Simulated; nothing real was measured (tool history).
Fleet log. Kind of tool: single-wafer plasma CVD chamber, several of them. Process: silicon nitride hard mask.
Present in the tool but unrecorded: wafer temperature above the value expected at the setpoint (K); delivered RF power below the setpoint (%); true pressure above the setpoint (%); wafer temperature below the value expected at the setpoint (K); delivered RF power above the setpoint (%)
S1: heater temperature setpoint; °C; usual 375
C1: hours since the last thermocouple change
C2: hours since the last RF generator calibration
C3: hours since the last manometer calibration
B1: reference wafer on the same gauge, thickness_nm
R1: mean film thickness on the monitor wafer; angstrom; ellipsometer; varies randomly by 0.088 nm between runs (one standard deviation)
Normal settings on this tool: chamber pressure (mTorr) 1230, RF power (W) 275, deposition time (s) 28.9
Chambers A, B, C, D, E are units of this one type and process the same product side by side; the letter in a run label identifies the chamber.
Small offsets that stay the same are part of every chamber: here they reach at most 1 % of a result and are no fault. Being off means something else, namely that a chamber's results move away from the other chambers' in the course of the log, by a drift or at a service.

Run 1A, hour 4.9: usual settings; C1 1366; C2 562.5; C3 316.7; B1 27.216. Result: R1 294.04 angstrom.
Run 2C, hour 8.6: usual settings; C1 25.8; C2 1327.1; C3 559.5; B1 27.184. Result: R1 295.52 angstrom.
Run 3E, hour 12.8: usual settings; C1 1245.9; C2 735.7; C3 1142.9; B1 27.204. Result: R1 295.92 angstrom.
Run 4B, hour 17.6: usual settings; C1 388; C2 724.6; C3 1628.2; B1 27.222. Result: R1 293.35 angstrom.
Run 5D, hour 20.1: usual settings; C1 620.1; C2 421.1; C3 349.8; B1 27.187. Result: R1 290.84 angstrom.
Run 6B, hour 22.6: usual settings; C1 393; C2 729.6; C3 1633.2; B1 27.216. Result: R1 294.48 angstrom.
Run 7A, hour 27.5: usual settings; C1 1388.6; C2 585.1; C3 339.3; B1 27.207. Result: R1 292.61 angstrom.
Run 8E, hour 31.3: usual settings; C1 1264.4; C2 754.2; C3 1161.4; B1 27.212. Result: R1 294.4 angstrom.
Run 9D, hour 34.1: usual settings; C1 634.1; C2 435.1; C3 363.8; B1 27.191. Result: R1 291.69 angstrom.
Run 10C, hour 36.9: usual settings; C1 54.1; C2 1355.4; C3 587.8; B1 27.215. Result: R1 295.01 angstrom.
Run 11A, hour 40.7: usual settings; C1 1401.8; C2 598.3; C3 352.5; B1 27.184. Result: R1 293.44 angstrom.
Run 12B, hour 44.8: usual settings; C1 415.2; C2 751.8; C3 1655.4; B1 27.205. Result: R1 293.2 angstrom.
Run 13D, hour 49.3: usual settings; C1 649.3; C2 450.3; C3 379; B1 27.191. Result: R1 292.51 angstrom.
Run 14C, hour 52.2: usual settings; C1 69.4; C2 1370.7; C3 603.1; B1 27.214. Result: R1 296 angstrom.
Run 15E, hour 56.9: usual settings but chamber pressure (mTorr) 1010, RF power (W) 255; C1 1290; C2 779.8; C3 1187; B1 27.205. Result: R1 261.74 angstrom.
Run 16A, hour 59.3: usual settings but chamber pressure (mTorr) 1010, RF power (W) 255; C1 1420.4; C2 616.9; C3 371.1; B1 27.196. Result: R1 261.81 angstrom.
At hour 63: chamber B: capacitance manometer re-zeroed and calibrated.
Run 17C, hour 63.1: usual settings but chamber pressure (mTorr) 1010, RF power (W) 255; C1 80.3; C2 1381.6; C3 614; B1 27.187. Result: R1 262.2 angstrom.
Run 18B, hour 65.4: usual settings but chamber pressure (mTorr) 1010, RF power (W) 255; C1 435.8; C2 772.4; C3 2.5; B1 27.204. Result: R1 267.68 angstrom.
Run 19D, hour 70.2: usual settings but chamber pressure (mTorr) 1010, RF power (W) 255; C1 670.2; C2 471.2; C3 399.9; B1 27.191. Result: R1 258.84 angstrom.
Run 20E, hour 72.5: usual settings; C1 1305.6; C2 795.4; C3 1202.6; B1 27.221. Result: R1 293.57 angstrom.
Run 21B, hour 76.1: usual settings; C1 446.5; C2 783.1; C3 13.2; B1 27.211. Result: R1 301.25 angstrom.
Run 22E, hour 80.9: usual settings; C1 1314; C2 803.8; C3 1211; B1 27.221. Result: R1 293.77 angstrom.
Run 23D, hour 83.1: usual settings; C1 683.1; C2 484.1; C3 412.8; B1 27.207. Result: R1 291.22 angstrom.
Run 24A, hour 87.6: usual settings; C1 1448.7; C2 645.2; C3 399.4; B1 27.189. Result: R1 292.52 angstrom.
Run 25C, hour 90.8: usual settings; C1 108; C2 1409.3; C3 641.7; B1 27.195. Result: R1 295.46 angstrom.
Run 26D, hour 94.4: usual settings; C1 694.4; C2 495.4; C3 424.1; B1 27.203. Result: R1 292.04 angstrom.
Run 27A, hour 99.4: usual settings; C1 1460.5; C2 657; C3 411.2; B1 27.203. Result: R1 292.71 angstrom.
Run 28B, hour 103.2: usual settings; C1 473.6; C2 810.2; C3 40.3; B1 27.202. Result: R1 300.9 angstrom.
Run 29C, hour 108.3: usual settings but chamber pressure (mTorr) 1530, RF power (W) 310; C1 125.5; C2 1426.8; C3 659.2; B1 27.185. Result: R1 341.36 angstrom.
Run 30E, hour 111.6: usual settings but chamber pressure (mTorr) 1530, RF power (W) 310; C1 1344.7; C2 834.5; C3 1241.7; B1 27.226. Result: R1 340.19 angstrom.
Run 31D, hour 114.4: usual settings but chamber pressure (mTorr) 1530, RF power (W) 310; C1 714.4; C2 515.4; C3 444.1; B1 27.183. Result: R1 337.59 angstrom.
Run 32E, hour 118: usual settings but chamber pressure (mTorr) 1530, RF power (W) 310; C1 1351.1; C2 840.9; C3 1248.1; B1 27.223. Result: R1 340.86 angstrom.
Run 33C, hour 120.9: usual settings but chamber pressure (mTorr) 1530, RF power (W) 310; C1 138.1; C2 1439.4; C3 671.8; B1 27.195. Result: R1 341.27 angstrom.
Run 34B, hour 125.8: usual settings; C1 496.2; C2 832.8; C3 62.9; B1 27.219. Result: R1 299.23 angstrom.
Run 35A, hour 128.1: usual settings; C1 1489.2; C2 685.7; C3 439.9; B1 27.194. Result: R1 293.55 angstrom.
Run 36D, hour 132.4: usual settings; C1 732.4; C2 533.4; C3 462.1; B1 27.194. Result: R1 289.76 angstrom.
Run 37C, hour 136.7: usual settings; C1 153.9; C2 1455.2; C3 687.6; B1 27.208. Result: R1 296.62 angstrom.
Run 38A, hour 141.4: usual settings; C1 1502.5; C2 699; C3 453.2; B1 27.201. Result: R1 292 angstrom.

For the next run the whole fleet of 5 chambers uses the same settings. Give each chamber's results:
Run 39A, hour 145.1: usual settings but S1 368 °C. Result: R1 ?.
Run 39B, hour 145.1: usual settings but S1 368 °C. Result: R1 ?.
Run 39C, hour 145.1: usual settings but S1 368 °C. Result: R1 ?.
Run 39D, hour 145.1: usual settings but S1 368 °C. Result: R1 ?.
Run 39E, hour 145.1: usual settings but S1 368 °C. Result: R1 ?.

run      R1
39A  294.42
39B   300.8
39C  295.33
39D  292.42
39E  295.79
